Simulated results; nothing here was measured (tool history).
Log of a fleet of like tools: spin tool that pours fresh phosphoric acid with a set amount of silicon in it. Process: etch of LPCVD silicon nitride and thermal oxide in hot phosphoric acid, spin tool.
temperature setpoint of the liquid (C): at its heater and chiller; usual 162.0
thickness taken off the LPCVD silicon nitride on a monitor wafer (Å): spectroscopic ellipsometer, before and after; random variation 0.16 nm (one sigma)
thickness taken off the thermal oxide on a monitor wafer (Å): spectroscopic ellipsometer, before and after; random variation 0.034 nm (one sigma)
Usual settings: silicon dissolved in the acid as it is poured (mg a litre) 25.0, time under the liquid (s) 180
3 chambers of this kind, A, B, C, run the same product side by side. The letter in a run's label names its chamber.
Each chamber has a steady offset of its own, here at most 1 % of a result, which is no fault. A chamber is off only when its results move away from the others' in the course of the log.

run     day  temperature setpoint of the liquid (C)  silicon dissolved in the acid as it is poured (mg a litre)  time under the liquid (s)  read-back film thickness of the LPCVD silicon nitride reference wafer, read on the same gauge (nm)  read-back film thickness of the thermal oxide reference wafer, read on the same gauge (nm)  thickness taken off the LPCVD silicon nitride on a monitor wafer (Å)  thickness taken off the thermal oxide on a monitor wafer (Å)
 1A   0.488                                   162.0                                                        25.0                        180                                                                                              99.990                                                                                      40.026                                                               162.890                                                       2.59330
 2C   0.854                                   162.0                                                        25.0                        180                                                                                             100.010                                                                                      40.000                                                               168.990                                                       2.59920
 3B   1.367                                   162.0                                                        25.0                        180                                                                                              99.990                                                                                      39.992                                                               170.060                                                       3.44120
 4B   1.800                                   162.0                                                        25.0                        180                                                                                              99.963                                                                                      40.035                                                               170.610                                                       3.28700
 5A   2.067                                   159.5                                                        25.0                        125                                                                                              99.994                                                                                      39.991                                                               105.430                                                       1.62800
 6C   2.438                                   159.5                                                        25.0                        125                                                                                             100.000                                                                                      39.987                                                               105.190                                                       1.60210
 7B   2.704                                   159.5                                                        25.0                        125                                                                                              99.985                                                                                      39.996                                                               108.140                                                       1.66430
 8C   3.133                                   164.0                                                        35.5                        180                                                                                             100.010                                                                                      40.013                                                               174.460                                                       2.20530
 9A   3.508                                   164.0                                                        35.5                        180                                                                                              99.979                                                                                      39.979                                                               176.580                                                       1.76400
10A   3.821                                   164.0                                                        35.5                        180                                                                                             100.050                                                                                      40.016                                                               175.290                                                       2.53870
11C   4.317                                   162.0                                                        25.0                        180                                                                                             100.010                                                                                      39.998                                                               167.520                                                       3.12230
12B   4.617                                   162.0                                                        25.0                        180                                                                                              99.969                                                                                      39.992                                                               167.410                                                       2.97480
      5.017  -- chamber C: thermometer replaced
13A   5.067                                   162.0                                                        25.0                        180                                                                                              99.968                                                                                      39.998                                                               162.690                                                       3.07990
14C   5.321                                   162.0                                                        25.0                        180                                                                                              99.993                                                                                      39.985                                                               166.460                                                       2.93110
15B   5.608                                   162.0                                                        25.0                        180                                                                                              99.926                                                                                      40.001                                                               166.710                                                       3.30980
      6.025  -- chamber B: thermometer replaced
16A   6.033                                   162.0                                                        25.0                        265                                                                                              99.979                                                                                      40.019                                                               238.620                                                       4.21630
17B   6.579                                   162.0                                                        25.0                        265                                                                                             100.030                                                                                      40.014                                                               250.580                                                       5.26160
18C   6.888                                   162.0                                                        25.0                        265                                                                                             100.010                                                                                      39.977                                                               243.670                                                       3.92390
19A   7.383                                   162.0                                                        25.0                        180                                                                                             100.030                                                                                      39.980                                                               157.690                                                       2.45960
20C   7.892                                   162.0                                                        25.0                        180                                                                                             100.040                                                                                      39.996                                                               164.240                                                       3.38550
21B   8.229                                   162.0                                                        34.5                         80                                                                                             100.030                                                                                      40.005                                                                75.121                                                       1.12390
22B   8.496                                   162.0                                                        34.5                         80                                                                                              99.992                                                                                      40.018                                                                74.191                                                       0.99372
23C   8.904                                   162.0                                                        34.5                         80                                                                                             100.010                                                                                      40.006                                                                72.659                                                       0.86806
24A   9.288                                   162.0                                                        25.0                        180                                                                                             100.050                                                                                      39.999                                                               156.600                                                       2.62250
25B   9.588                                   162.0                                                        25.0                        180                                                                                              99.997                                                                                      40.004                                                               166.300                                                       2.96890
26C  10.108                                   162.0                                                        25.0                        180                                                                                              99.963                                                                                      40.008                                                               165.180                                                       3.38180

Is one chamber off against the others, does the gauge drift, or is nothing wrong? If a chamber is off, say which, and what the likeliest cause is.

Chamber A drifts away from the others.
Cause: temperature lost on the way to the wafer (K) = 2.03.
The log may not tell that from: liquid colder than its thermometer reads (K).

Here are 4 candidates for chamber A's next run, each the usual settings with a change, their results left as question marks. Which one brings its results back in line with what the others give on the usual settings?
In line means no further than this from the other chambers' mean on the usual settings: thickness taken off the LPCVD silicon nitride on a monitor wafer (Å) 5.800; thickness taken off the thermal oxide on a monitor wafer (Å) 1.20000
27A-1  10.517                                   162.0                                                        20.5                        205                                                                                                                                                                                                                                                                     ?                                                             ?
27A-2  10.517                                   162.0                                                        27.0                        170                                                                                                                                                                                                                                                                     ?                                                             ?
27A-3  10.517                                   162.0                                                        29.5                        155                                                                                                                                                                                                                                                                     ?                                                             ?
27A-4  10.517                                   162.0                                                        23.0                        190                                                                                                                                                                                                                                                                     ?                                                             ?

The other chambers' mean on the usual settings: thickness taken off the LPCVD silicon nitride on a monitor wafer (Å) 166.760; thickness taken off the thermal oxide on a monitor wafer (Å) 3.01180
  run  thickness taken off the LPCVD silicon nitride on a monitor wafer (Å)  thickness taken off the thermal oxide on a monitor wafer (Å)
27A-1                                                               177.280                                                       3.04660
27A-2                                                               147.020                                                       2.05040
27A-3                                                               134.040                                                       1.70260
27A-4                                                               164.310                                                       2.61900
27A-4 brings the chamber back in line.
